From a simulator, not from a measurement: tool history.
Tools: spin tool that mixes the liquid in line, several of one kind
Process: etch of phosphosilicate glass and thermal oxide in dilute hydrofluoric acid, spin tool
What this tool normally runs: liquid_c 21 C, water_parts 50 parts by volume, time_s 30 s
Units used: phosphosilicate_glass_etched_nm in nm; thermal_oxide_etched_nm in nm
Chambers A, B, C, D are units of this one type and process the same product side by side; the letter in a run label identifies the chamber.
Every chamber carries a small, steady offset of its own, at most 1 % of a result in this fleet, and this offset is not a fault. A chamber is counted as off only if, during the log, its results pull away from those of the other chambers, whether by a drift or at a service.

run	day	liquid_c	water_parts	time_s	read-back film thickness of the phosphosilicate glass reference wafer, read on the same gauge (nm)	read-back film thickness of the thermal oxide reference wafer, read on the same gauge (nm)	phosphosilicate_glass_etched_nm	thermal_oxide_etched_nm
1C	0.317	21	50	30	100.01	69.989	50.618	2.51
2B	0.908	21	50	30	99.992	70	51.079	2.4985
3A	1.225	21	50	30	99.992	70	50.522	2.4649
4D	1.629	21	50	30	99.992	69.988	50.653	2.4299
5A	2.062	21	50	30	99.989	69.996	50.569	2.4468
# day 2.075: chamber D: thermometer replaced
6B	2.7	22.5	50	30	100.01	69.991	53.318	2.6627
7C	3.025	22.5	50	30	99.988	69.989	53.681	2.6657
8D	3.462	22.5	50	30	100.01	70.01	53.729	2.6205
# day 3.575: chamber C: hydrofluoric acid flow meter replaced
9C	4.1	22.5	50	30	99.98	70.016	53.915	2.6075
10D	4.642	21	50	30	100.02	69.971	50.378	2.5084
11A	5.179	21	50	30	100.02	70.01	51.112	2.433
12B	5.529	21	50	30	100.03	70.05	50.882	2.3975
13D	5.983	21	50	30	99.994	70.007	51.232	2.4557
14B	6.554	25	50	40	100.01	69.934	79.505	3.9432
15C	6.988	25	50	40	100.02	69.995	79.826	3.9058
16A	7.279	25	50	40	99.997	69.997	80.011	3.8869
17D	7.65	25	50	40	99.996	69.961	79.69	3.9865
18C	8.092	21	60	30	100.01	69.973	41.515	2.0145
19B	8.646	21	60	30	99.989	69.986	41.71	2.0457
20A	8.996	21	60	30	100.02	70.058	41.836	2.0502
21A	9.379	21	60	30	100.02	69.98	41.377	2.0853
22D	9.942	21	50	30	99.989	69.974	50.206	2.4953
23C	10.258	21	50	30	100.01	70.031	50.423	2.4604
24B	10.775	21	50	30	99.992	70.028	50.392	2.4785
25D	11.404	21	50	30	100	70.021	50.354	2.4477

One chamber off, gauge drift, or nothing amiss beyond the chambers' own small offsets? If it is a chamber, which one, and what is the likeliest cause?

All chambers stay in line apart from their small fixed offsets, and the gauge does not drift.
